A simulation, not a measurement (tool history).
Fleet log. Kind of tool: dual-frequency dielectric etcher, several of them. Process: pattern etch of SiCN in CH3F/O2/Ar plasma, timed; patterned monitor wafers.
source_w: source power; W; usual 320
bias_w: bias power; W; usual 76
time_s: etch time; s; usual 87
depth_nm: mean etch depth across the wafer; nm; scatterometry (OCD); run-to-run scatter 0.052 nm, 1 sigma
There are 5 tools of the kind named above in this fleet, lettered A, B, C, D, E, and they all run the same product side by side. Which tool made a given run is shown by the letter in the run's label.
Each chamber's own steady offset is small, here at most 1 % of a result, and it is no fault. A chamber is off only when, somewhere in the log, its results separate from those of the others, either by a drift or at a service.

run   hour  source_w  bias_w  time_s  hours since the last wet clean  hours since the last source power generator calibration  hours since the last bias power generator calibration  read-back reference wafer on the same gauge, depth_nm  depth_nm
 1B    4.9       320      76      87                            56.3                                                      413                                                 1172.4                                                 26.005    30.732
 2E    9.1       320      76      87                           319.4                                                    416.5                                                 1731.3                                                 25.983    30.728
 3A   14.5       320      76      87                             198                                                   2611.6                                                 1999.1                                                 25.988    30.852
      18.6  -- chamber E: wet clean of the chamber
 4D   21.1       320      76      87                           384.8                                                   1267.8                                                 2710.6                                                  25.97    30.706
 5C   25.2       320      76      87                           390.9                                                   1371.4                                                 1012.8                                                 25.968    30.695
 6E   33.3       320      76      87                            14.8                                                    440.7                                                 1755.5                                                 25.965    30.646
 7C     39       320      76      87                           404.7                                                   1385.2                                                 1026.6                                                 25.968    30.618
 8A   46.8       320      76      87                           230.3                                                   2643.9                                                 2031.4                                                 25.958    30.724
 9B   53.7       320      76      87                           105.1                                                    461.8                                                 1221.2                                                 25.948    30.687
10D   61.4       320      76      87                           425.1                                                   1308.1                                                 2750.9                                                 25.945     30.69
11C   69.2       350      76      97                           434.9                                                   1415.4                                                 1056.8                                                 25.946    35.218
12B   75.2       350      76      97                           126.6                                                    483.3                                                 1242.7                                                 25.929    35.456
13E   81.7       350      76      97                            63.2                                                    489.1                                                 1803.9                                                 25.927    35.135
14A   89.2       350      76      97                           272.7                                                   2686.3                                                 2073.8                                                 25.935    35.417
15D   94.5       350      76      97                           458.2                                                   1341.2                                                   2784                                                 25.915     35.21
16B   99.8       320      76      87                           151.2                                                    507.9                                                 1267.3                                                 25.906    30.566
     102.8  -- chamber D: wet clean of the chamber
17E    104       320      76      87                            85.5                                                    511.4                                                 1826.2                                                 25.911    30.602
18D  111.6       320      76      87                             8.8                                                   1358.3                                                 2801.1                                                 25.906    30.614
19A  117.6       320      76      87                           301.1                                                   2714.7                                                 2102.2                                                 25.897    30.715
20C  121.9       320      76      87                           487.6                                                   1468.1                                                 1109.5                                                 25.889     30.56
       122  -- chamber C: wet clean of the chamber
21C  126.1       320      76   110.5                             4.2                                                   1472.3                                                 1113.7                                                 25.895    38.913
22E    133       320      76   110.5                           114.5                                                    540.4                                                 1855.2                                                 25.883    38.861
23B  137.5       320      76   110.5                           188.9                                                    545.6                                                   1305                                                 25.871     38.81
24D  145.8       320      76   110.5                              43                                                   1392.5                                                 2835.3                                                 25.876    38.758
25A  151.8       320      76   110.5                           335.3                                                   2748.9                                                 2136.4                                                 25.856    38.964
26B  158.5       320      76      87                           209.9                                                    566.6                                                   1326                                                 25.868    30.491
27A  165.7       320      76      87                           349.2                                                   2762.8                                                 2150.3                                                 25.849    30.675
28D    171       320      76      87                            68.2                                                   1417.7                                                 2860.5                                                 25.842    30.506
     172.4  -- chamber E: bias power generator calibrated
29E    179       320      92      87                           160.5                                                    586.4                                                    6.6                                                 25.837    32.735
30C  185.2       320      92      87                            63.3                                                   1531.4                                                 1172.8                                                 25.843    32.652
31D  191.1       320      92      87                            88.3                                                   1437.8                                                 2880.6                                                 25.838    32.709
32B  198.9       320      92      87                           250.3                                                      607                                                 1366.4                                                 25.835    32.881

Does one chamber stand apart from the rest, does the shared gauge drift, or is all well apart from small per-chamber offsets? Give the chamber and the most likely cause, where there is one.

None of the chambers is off. What moves is the gauge, dragging all their readings along together.
Cause: gauge reads low (%) = 0.7.

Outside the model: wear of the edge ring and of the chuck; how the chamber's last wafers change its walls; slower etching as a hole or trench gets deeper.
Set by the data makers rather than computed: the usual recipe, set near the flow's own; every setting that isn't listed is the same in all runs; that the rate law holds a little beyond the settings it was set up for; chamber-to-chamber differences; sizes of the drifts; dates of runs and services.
